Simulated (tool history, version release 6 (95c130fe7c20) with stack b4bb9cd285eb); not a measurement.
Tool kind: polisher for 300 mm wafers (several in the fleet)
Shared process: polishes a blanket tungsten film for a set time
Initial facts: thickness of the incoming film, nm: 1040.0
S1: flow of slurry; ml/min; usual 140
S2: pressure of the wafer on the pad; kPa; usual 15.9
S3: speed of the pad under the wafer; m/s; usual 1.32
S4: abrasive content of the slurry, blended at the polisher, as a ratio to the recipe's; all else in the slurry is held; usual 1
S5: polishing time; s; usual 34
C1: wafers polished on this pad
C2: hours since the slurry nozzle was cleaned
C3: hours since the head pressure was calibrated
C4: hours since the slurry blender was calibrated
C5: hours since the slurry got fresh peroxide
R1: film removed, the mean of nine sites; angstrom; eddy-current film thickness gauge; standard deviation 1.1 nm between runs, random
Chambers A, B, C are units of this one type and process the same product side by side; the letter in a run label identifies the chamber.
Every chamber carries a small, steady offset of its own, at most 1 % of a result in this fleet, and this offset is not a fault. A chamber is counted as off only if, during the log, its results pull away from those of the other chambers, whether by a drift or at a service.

run,hour,S1,S2,S3,S4,S5,C1,C2,C3,C4,C5,R1
1C,2.8,140,15.9,1.32,1,34,332,390.0,486.3,208.0,28.3,1336.60
# hour 5.6: chamber B: worn pad replaced by a new one
2A,6.2,140,15.9,1.32,1,34,102,17.5,121.9,296.6,117.0,1361.00
3B,9.0,140,15.9,1.32,1,34,33,217.4,603.7,146.4,71.0,1358.90
4A,12.2,140,15.9,1.32,1,34,160,23.5,127.9,302.6,123.0,1352.80
5C,16.0,140,15.9,1.32,1,34,460,403.2,499.5,221.2,41.5,1346.60
6B,20.4,140,15.9,1.32,1,34,144,228.8,615.1,157.8,82.4,1348.10
7B,24.1,140,15.9,1.32,1,34,180,232.5,618.8,161.5,86.1,1344.90
8A,27.7,140,15.9,1.32,1,34,311,39.0,143.4,318.1,138.5,1354.20
9C,32.5,140,15.9,1.32,1,34,620,419.7,516.0,237.7,58.0,1356.60
10C,36.7,140,15.9,1.32,1,34,661,423.9,520.2,241.9,62.2,1326.50
11B,40.0,140,15.9,1.32,1,34,334,248.4,634.7,177.4,102.0,1343.20
12A,43.4,140,15.9,1.32,1,34,463,54.7,159.1,333.8,154.2,1346.00
13C,46.7,140,15.9,1.32,1,34,758,433.9,530.2,251.9,72.2,1318.20
14A,50.4,140,11.0,1.32,1,34,531,61.7,166.1,340.8,161.2,941.66
15B,54.2,140,11.0,1.32,1,34,471,262.6,648.9,191.6,116.2,939.48
16A,56.5,140,11.0,1.32,1,34,590,67.8,172.2,346.9,167.3,950.19
17C,59.6,140,15.9,1.32,1,34,883,446.8,543.1,264.8,85.1,1301.90
18B,62.0,140,15.9,1.32,1,34,547,270.4,656.7,199.4,124.0,1359.50
19B,66.3,140,15.9,1.32,1,34,589,274.7,661.0,203.7,128.3,1354.40
# hour 70.5: chamber A: worn pad replaced by a new one
20C,71.2,140,15.9,1.32,1,34,995,458.4,554.7,276.4,96.7,1257.50
21A,75.9,140,15.9,1.32,1,34,52,87.2,191.6,366.3,186.7,1350.50
22B,79.3,140,15.9,1.32,1,34,715,287.7,674.0,216.7,141.3,1347.60
# hour 82.1: chamber A: slurry tank refilled with fresh slurry and peroxide
23C,83.0,140,15.9,1.32,1,34,1109,470.2,566.5,288.2,108.5,1250.80
24A,85.2,140,15.9,1.32,1,34,142,96.5,200.9,375.6,3.1,1381.80
# hour 86.8: chamber B: slurry tank refilled with fresh slurry and peroxide
25B,89.7,140,15.9,1.32,1,34,815,298.1,684.4,227.1,3.0,1355.90
26A,92.0,140,15.9,1.32,1,34,208,103.3,207.7,382.4,9.9,1375.70

Is one chamber out of step, is the gauge drifting, or do the chambers differ by no more than their own small offsets? For an off chamber, give its letter and the likeliest cause.

It is chamber C that slowly wanders off from its peers.
What lies behind it: abrasive missing from the slurry, % = 35.3.
The log might look much the same if the cause were instead: removal rate lost through wear of the pad, %; slurry flow missing at the pad, %; head's pressure below its setpoint, %; peroxide lost from the slurry, %.

Below are 4 candidate recipes for chamber C's next run, each the usual settings with a change, their results shown as question marks. Which of them brings C's results back in line with what the other chambers give on the usual settings?
In-line tolerance around the mean of the other chambers on the usual settings: R1 39.00 angstrom
27C-1,95.5,140,15.9,1.24,1.00,32,,,,,,?
27C-2,95.5,140,17.9,1.32,1.00,34,,,,,,?
27C-3,95.5,140,17.2,1.42,1.00,37,,,,,,?
27C-4,95.5,135,15.9,1.06,0.95,34,,,,,,?

Other chambers, usual settings, mean: R1 1362.00 angstrom
run,R1
27C-1,1078.00
27C-2,1380.50
27C-3,1553.00
27C-4,961.75
27C-2 is the one that brings the chamber's results back in line with the other chambers.
